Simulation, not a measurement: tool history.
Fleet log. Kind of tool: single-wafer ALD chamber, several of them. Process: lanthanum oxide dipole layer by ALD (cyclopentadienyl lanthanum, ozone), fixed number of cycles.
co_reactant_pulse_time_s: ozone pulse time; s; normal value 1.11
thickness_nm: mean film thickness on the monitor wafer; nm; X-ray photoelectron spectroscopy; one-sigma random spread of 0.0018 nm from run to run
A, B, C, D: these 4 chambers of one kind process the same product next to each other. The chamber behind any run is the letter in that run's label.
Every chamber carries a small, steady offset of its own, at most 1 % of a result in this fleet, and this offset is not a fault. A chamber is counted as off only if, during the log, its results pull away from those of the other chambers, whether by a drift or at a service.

run,hour,co_reactant_pulse_time_s,"read-back reference wafer on the same gauge, thickness_nm",thickness_nm
1D,8.5,1.11,0.58887,0.51463
2B,17.3,1.11,0.58873,0.51996
3C,25.6,1.11,0.58899,0.51481
4A,34.4,1.11,0.58936,0.51211
5D,42.3,1.11,0.58909,0.51364
6A,47.1,1.11,0.58959,0.51369
# hour 55.1: chamber A: thermocouple changed; heater temperature recalibrated
# hour 55.3: chamber B: ozone generator serviced
7C,56.5,1.11,0.58851,0.51135
8B,67.4,1.11,0.58874,0.51614
9C,77.5,1.11,0.58913,0.50911
10D,82.4,1.11,0.58891,0.50863
11A,92.0,1.43,0.58915,0.54165
12B,101.8,1.43,0.58815,0.55170
13B,108.1,1.43,0.58866,0.54785
14A,115.1,1.43,0.58851,0.54216
# hour 118.8: chamber C: thermocouple changed; heater temperature recalibrated
15D,120.2,1.11,0.58852,0.50949
16C,125.6,1.11,0.58929,0.51076
17B,132.9,1.11,0.58925,0.51888
18A,140.9,1.11,0.58991,0.50547
19D,145.8,1.11,0.58898,0.51341
20C,151.3,1.11,0.58932,0.50812
21B,157.9,1.11,0.58928,0.51810
22C,167.1,1.11,0.58934,0.51007
23A,174.5,1.11,0.58840,0.50682
24D,182.2,1.11,0.58908,0.51188
25C,190.9,1.11,0.58897,0.50998
26D,196.7,1.29,0.58964,0.52857
27A,205.5,1.29,0.58867,0.52587
28B,213.6,1.29,0.58869,0.53990
29C,223.1,1.29,0.58859,0.52967
30A,228.7,1.11,0.58880,0.49969
31B,238.9,1.11,0.58955,0.52023
32D,245.2,1.11,0.58900,0.51238
33C,252.7,1.11,0.58873,0.50965
34B,263.4,1.11,0.58910,0.52088
35D,271.4,1.11,0.58883,0.51552
36A,281.3,1.11,0.58939,0.49452
37C,290.8,1.32,0.58889,0.53432
38A,298.2,1.32,0.58866,0.52387
39D,308.2,1.32,0.58902,0.53196

Is one chamber off against the others, does the gauge drift, or is nothing wrong? If a chamber is off, say which, and what the likeliest cause is.

It is chamber A that slowly wanders off from its peers.
Cause: ozone dose below that of a generator just serviced (%) = 13.5.

Below are 4 candidate recipes for chamber A's next run, each the usual settings with a change, their results shown as question marks. Which of them brings A's results back in line with what the other chambers give on the usual settings?
Counts as in line when no further than this from what the other chambers average on the usual settings: thickness_nm 0.00640 nm
40A-1,316.0,0.88,,?
40A-2,316.0,1.27,,?
40A-3,316.0,1.49,,?
40A-4,316.0,0.99,,?

On the usual settings, the other chambers give on average: thickness_nm 0.51383 nm
run,thickness_nm
40A-1,0.45183
40A-2,0.51313
40A-3,0.53334
40A-4,0.47345
The answer is 40A-2, which returns the chamber to within the allowed miss of the others.
